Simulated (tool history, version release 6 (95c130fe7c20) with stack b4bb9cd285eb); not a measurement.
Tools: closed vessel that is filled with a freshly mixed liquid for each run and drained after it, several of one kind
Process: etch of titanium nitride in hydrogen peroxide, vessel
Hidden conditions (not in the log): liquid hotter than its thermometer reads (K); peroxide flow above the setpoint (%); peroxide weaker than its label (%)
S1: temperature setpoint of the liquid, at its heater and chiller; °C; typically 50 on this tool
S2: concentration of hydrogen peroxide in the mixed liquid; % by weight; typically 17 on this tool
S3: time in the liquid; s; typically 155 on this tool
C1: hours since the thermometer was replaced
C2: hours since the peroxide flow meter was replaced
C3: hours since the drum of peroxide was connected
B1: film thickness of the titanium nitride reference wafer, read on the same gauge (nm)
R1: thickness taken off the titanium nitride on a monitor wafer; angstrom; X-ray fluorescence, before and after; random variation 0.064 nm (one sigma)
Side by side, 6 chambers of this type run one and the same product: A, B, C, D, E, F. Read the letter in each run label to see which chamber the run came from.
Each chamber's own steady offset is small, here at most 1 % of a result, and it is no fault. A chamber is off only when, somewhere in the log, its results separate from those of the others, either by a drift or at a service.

run,hour,S1,S2,S3,C1,C2,C3,B1,R1
1F,4.3,50,17,155,1171.8,206.0,95.3,40.035,72.290
2C,8.2,50,17,155,74.0,1681.4,1187.3,39.984,72.092
3B,11.1,50,17,155,507.7,1853.8,300.6,39.985,72.629
# hour 13.2: chamber B: peroxide flow meter replaced
4A,14.7,50,17,155,679.5,913.4,451.1,40.036,71.962
5E,18.3,50,17,155,1029.3,23.6,452.1,40.022,69.911
6D,20.9,50,17,155,442.1,489.2,336.2,39.975,72.666
7A,23.3,50,17,215,688.1,922.0,459.7,40.026,100.550
8B,27.2,50,17,215,523.8,14.0,316.7,40.012,100.500
9D,30.1,50,17,215,451.3,498.4,345.4,40.021,101.710
# hour 30.7: chamber F: thermometer replaced
10F,35.2,50,17,215,4.5,236.9,126.2,39.998,99.728
11E,38.2,50,17,215,1049.2,43.5,472.0,40.033,98.175
12C,43.3,50,17,215,109.1,1716.5,1222.4,39.998,101.470
13E,47.9,50,17,155,1058.9,53.2,481.7,40.020,71.654
14D,52.0,50,17,155,473.2,520.3,367.3,40.028,71.931
15C,56.9,50,17,155,122.7,1730.1,1236.0,39.979,71.991
16F,61.5,50,17,155,30.8,263.2,152.5,39.966,72.171
17A,66.6,50,17,155,731.4,965.3,503.0,40.008,72.481
18B,69.9,50,17,155,566.5,56.7,359.4,39.989,71.565
19A,74.0,50,17,155,738.8,972.7,510.4,39.996,72.956
20F,79.1,50,17,155,48.4,280.8,170.1,40.003,72.552
21D,82.7,50,17,210,503.9,551.0,398.0,39.966,96.494
22C,87.4,50,17,210,153.2,1760.6,1266.5,40.010,99.487
23B,90.2,50,17,210,586.8,77.0,379.7,39.986,99.276
24E,94.1,50,17,210,1105.1,99.4,527.9,39.965,97.470
25E,99.0,50,17,210,1110.0,104.3,532.8,39.989,98.290
26B,103.0,50,17,210,599.6,89.8,392.5,39.987,97.434
# hour 106.1: chamber D: new drum of peroxide connected
27F,107.0,50,17,155,76.3,308.7,198.0,40.011,73.625
28C,111.5,50,17,155,177.3,1784.7,1290.6,39.999,72.555
29A,114.9,50,17,155,779.7,1013.6,551.3,40.002,73.368
30D,118.7,50,17,155,539.9,587.0,12.6,39.979,72.286
31A,123.2,50,17,155,788.0,1021.9,559.6,40.022,76.018
32E,127.3,50,17,155,1138.3,132.6,561.1,40.014,71.940
33B,130.0,50,17,155,626.6,116.8,419.5,40.023,71.309
34C,133.8,50,17,155,199.6,1807.0,1312.9,40.005,72.135
# hour 138.7: chamber C: new drum of peroxide connected
35F,138.7,50,17,155,108.0,340.4,229.7,39.984,72.752
36D,143.0,50,17,155,564.2,611.3,36.9,40.046,73.517
37B,146.4,50,17,155,643.0,133.2,435.9,39.992,71.940
38C,148.9,50,17,155,214.7,1822.1,10.3,40.052,72.169
39D,153.6,50,17,155,574.8,621.9,47.5,39.986,72.062
40E,158.6,50,14,155,1169.6,163.9,592.4,39.998,69.546

Which is it: a chamber that has drifted or been left off by a service, a gauge drift common to all chambers, or only each chamber's usual small offset? If a chamber is off, name it and its likeliest cause.

It is chamber A that slowly wanders off from its peers.
Likeliest cause: liquid hotter than its thermometer reads (K) = 1.02.

Chamber A could run next with any of the 4 candidate recipes listed below; each alters the usual settings, and their results appear as question marks. Which one brings its results back in line with what the other chambers deliver on the usual settings?
Allowed miss from the other chambers' usual-settings mean, per result, to count as in line: R1 2.200 angstrom
41A-1,162.4,50,22.5,155,,,,,?
41A-2,162.4,49,17.0,155,,,,,?
41A-3,162.4,50,18.0,155,,,,,?
41A-4,162.4,50,16.0,155,,,,,?

Usual-settings mean across the other chambers: R1 72.135 angstrom
run,R1
41A-1,82.142
41A-2,72.091
41A-3,78.349
41A-4,76.445
With 41A-2, the chamber falls back in line with the rest.
